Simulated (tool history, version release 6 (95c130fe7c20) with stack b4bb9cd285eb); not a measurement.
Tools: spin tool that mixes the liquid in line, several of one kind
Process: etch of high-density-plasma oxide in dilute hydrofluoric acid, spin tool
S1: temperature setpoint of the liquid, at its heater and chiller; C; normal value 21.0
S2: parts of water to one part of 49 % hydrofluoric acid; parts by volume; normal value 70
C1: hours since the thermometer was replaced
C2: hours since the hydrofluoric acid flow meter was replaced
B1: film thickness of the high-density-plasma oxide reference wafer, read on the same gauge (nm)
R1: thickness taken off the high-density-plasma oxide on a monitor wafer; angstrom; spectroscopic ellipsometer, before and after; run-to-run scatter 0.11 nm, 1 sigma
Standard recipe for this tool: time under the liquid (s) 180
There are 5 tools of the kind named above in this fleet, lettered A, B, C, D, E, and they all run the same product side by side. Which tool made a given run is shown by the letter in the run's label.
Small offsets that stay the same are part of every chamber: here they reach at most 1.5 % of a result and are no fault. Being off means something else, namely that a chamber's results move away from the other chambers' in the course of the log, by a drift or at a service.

{"run": "1B", "hour": 6.4, "S1": 21.0, "S2": 70, "time under the liquid (s)": 180, "C1": 62.3, "C2": 1349.0, "B1": 29.993, "R1": 123.49}
{"run": "2D", "hour": 16.4, "S1": 21.0, "S2": 70, "time under the liquid (s)": 180, "C1": 897.1, "C2": 114.3, "B1": 30.025, "R1": 125.7}
{"run": "3C", "hour": 22.4, "S1": 21.0, "S2": 70, "time under the liquid (s)": 180, "C1": 232.9, "C2": 322.3, "B1": 29.989, "R1": 126.36}
{"run": "4A", "hour": 28.9, "S1": 21.0, "S2": 70, "time under the liquid (s)": 180, "C1": 1017.8, "C2": 138.8, "B1": 29.961, "R1": 124.4}
{"run": "5E", "hour": 38.7, "S1": 21.0, "S2": 70, "time under the liquid (s)": 180, "C1": 39.2, "C2": 308.3, "B1": 29.977, "R1": 126.18}
{"run": "6E", "hour": 47.4, "S1": 21.0, "S2": 70, "time under the liquid (s)": 180, "C1": 47.9, "C2": 317.0, "B1": 30.01, "R1": 125.91}
{"run": "7B", "hour": 56.3, "S1": 17.0, "S2": 70, "time under the liquid (s)": 180, "C1": 112.2, "C2": 1398.9, "B1": 29.997, "R1": 104.32}
{"run": "8D", "hour": 63.2, "S1": 17.0, "S2": 70, "time under the liquid (s)": 180, "C1": 943.9, "C2": 161.1, "B1": 29.989, "R1": 105.33}
{"run": "9A", "hour": 69.6, "S1": 17.0, "S2": 70, "time under the liquid (s)": 180, "C1": 1058.5, "C2": 179.5, "B1": 30.023, "R1": 105.22}
{"run": "10C", "hour": 79.3, "S1": 17.0, "S2": 70, "time under the liquid (s)": 180, "C1": 289.8, "C2": 379.2, "B1": 30.018, "R1": 105.69}
{"run": "11B", "hour": 87.9, "S1": 17.0, "S2": 70, "time under the liquid (s)": 180, "C1": 143.8, "C2": 1430.5, "B1": 30.07, "R1": 103.8}
{"run": "12C", "hour": 98.7, "S1": 21.0, "S2": 70, "time under the liquid (s)": 180, "C1": 309.2, "C2": 398.6, "B1": 30.026, "R1": 124.89}
{"run": "13A", "hour": 109.2, "S1": 21.0, "S2": 70, "time under the liquid (s)": 180, "C1": 1098.1, "C2": 219.1, "B1": 29.953, "R1": 126.01}
{"run": "14E", "hour": 119.9, "S1": 25.5, "S2": 70, "time under the liquid (s)": 180, "C1": 120.4, "C2": 389.5, "B1": 30.032, "R1": 148.46}
{"run": "15D", "hour": 126.4, "S1": 25.5, "S2": 70, "time under the liquid (s)": 180, "C1": 1007.1, "C2": 224.3, "B1": 29.983, "R1": 150.73}
{"run": "16C", "hour": 133.5, "S1": 25.5, "S2": 70, "time under the liquid (s)": 180, "C1": 344.0, "C2": 433.4, "B1": 29.961, "R1": 149.97}
{"run": "17A", "hour": 146.0, "S1": 25.5, "S2": 70, "time under the liquid (s)": 180, "C1": 1134.9, "C2": 255.9, "B1": 29.992, "R1": 148.06}
{"run": "18B", "hour": 153.3, "S1": 25.5, "S2": 70, "time under the liquid (s)": 180, "C1": 209.2, "C2": 1495.9, "B1": 30.025, "R1": 145.99}
{"run": "19D", "hour": 165.9, "S1": 21.0, "S2": 70, "time under the liquid (s)": 180, "C1": 1046.6, "C2": 263.8, "B1": 30.012, "R1": 126.03}
{"run": "20E", "hour": 176.2, "S1": 21.0, "S2": 70, "time under the liquid (s)": 180, "C1": 176.7, "C2": 445.8, "B1": 29.987, "R1": 120.85}
{"run": "21C", "hour": 188.3, "S1": 24.5, "S2": 70, "time under the liquid (s)": 180, "C1": 398.8, "C2": 488.2, "B1": 29.969, "R1": 142.8}
{"run": "22A", "hour": 198.1, "S1": 24.5, "S2": 70, "time under the liquid (s)": 180, "C1": 1187.0, "C2": 308.0, "B1": 30.027, "R1": 143.46}
{"run": "23D", "hour": 209.3, "S1": 24.5, "S2": 70, "time under the liquid (s)": 180, "C1": 1090.0, "C2": 307.2, "B1": 29.992, "R1": 144.67}
{"run": "24E", "hour": 221.6, "S1": 24.5, "S2": 70, "time under the liquid (s)": 180, "C1": 222.1, "C2": 491.2, "B1": 29.968, "R1": 135.79}
{"run": "25B", "hour": 233.5, "S1": 24.5, "S2": 70, "time under the liquid (s)": 180, "C1": 289.4, "C2": 1576.1, "B1": 29.988, "R1": 142.54}
{"run": "26A", "hour": 244.9, "S1": 21.0, "S2": 70, "time under the liquid (s)": 180, "C1": 1233.8, "C2": 354.8, "B1": 30.021, "R1": 124.23}
{"run": "27B", "hour": 256.6, "S1": 21.0, "S2": 70, "time under the liquid (s)": 180, "C1": 312.5, "C2": 1599.2, "B1": 30.014, "R1": 124.42}
{"run": "28D", "hour": 266.7, "S1": 21.0, "S2": 70, "time under the liquid (s)": 180, "C1": 1147.4, "C2": 364.6, "B1": 30.032, "R1": 125.55}
{"run": "29E", "hour": 277.4, "S1": 21.0, "S2": 70, "time under the liquid (s)": 180, "C1": 277.9, "C2": 547.0, "B1": 30.017, "R1": 116.36}
{"run": "30C", "hour": 289.7, "S1": 21.0, "S2": 70, "time under the liquid (s)": 180, "C1": 500.2, "C2": 589.6, "B1": 30.016, "R1": 124.81}
{"run": "31D", "hour": 296.2, "S1": 21.0, "S2": 70, "time under the liquid (s)": 180, "C1": 1176.9, "C2": 394.1, "B1": 29.996, "R1": 124.28}
{"run": "32C", "hour": 307.1, "S1": 21.0, "S2": 70, "time under the liquid (s)": 180, "C1": 517.6, "C2": 607.0, "B1": 29.995, "R1": 123.79}
{"run": "33A", "hour": 318.5, "S1": 21.0, "S2": 70, "time under the liquid (s)": 180, "C1": 1307.4, "C2": 428.4, "B1": 30.017, "R1": 126.89}
{"run": "34B", "hour": 331.0, "S1": 21.0, "S2": 70, "time under the liquid (s)": 100, "C1": 386.9, "C2": 1673.6, "B1": 30.002, "R1": 68.297}
{"run": "35E", "hour": 342.0, "S1": 21.0, "S2": 70, "time under the liquid (s)": 100, "C1": 342.5, "C2": 611.6, "B1": 30.001, "R1": 62.036}
{"run": "36C", "hour": 355.0, "S1": 21.0, "S2": 70, "time under the liquid (s)": 100, "C1": 565.5, "C2": 654.9, "B1": 30.007, "R1": 69.761}
{"run": "37A", "hour": 363.1, "S1": 21.0, "S2": 70, "time under the liquid (s)": 100, "C1": 1352.0, "C2": 473.0, "B1": 30.009, "R1": 70.282}
{"run": "38B", "hour": 375.0, "S1": 21.0, "S2": 70, "time under the liquid (s)": 100, "C1": 430.9, "C2": 1717.6, "B1": 30.02, "R1": 69.393}
{"run": "39E", "hour": 387.3, "S1": 21.0, "S2": 70, "time under the liquid (s)": 180, "C1": 387.8, "C2": 656.9, "B1": 30.018, "R1": 113.28}

Each of the 5 chambers runs these same settings next. Fill in every chamber's results:
{"run": "40A", "hour": 396.9, "S1": 21.0, "S2": 70, "time under the liquid (s)": 115, "R1": "?"}
{"run": "40B", "hour": 396.9, "S1": 21.0, "S2": 70, "time under the liquid (s)": 115, "R1": "?"}
{"run": "40C", "hour": 396.9, "S1": 21.0, "S2": 70, "time under the liquid (s)": 115, "R1": "?"}
{"run": "40D", "hour": 396.9, "S1": 21.0, "S2": 70, "time under the liquid (s)": 115, "R1": "?"}
{"run": "40E", "hour": 396.9, "S1": 21.0, "S2": 70, "time under the liquid (s)": 115, "R1": "?"}

run=40A R1=79.989
run=40B R1=77.997
run=40C R1=79.620
run=40D R1=80.518
run=40E R1=71.364

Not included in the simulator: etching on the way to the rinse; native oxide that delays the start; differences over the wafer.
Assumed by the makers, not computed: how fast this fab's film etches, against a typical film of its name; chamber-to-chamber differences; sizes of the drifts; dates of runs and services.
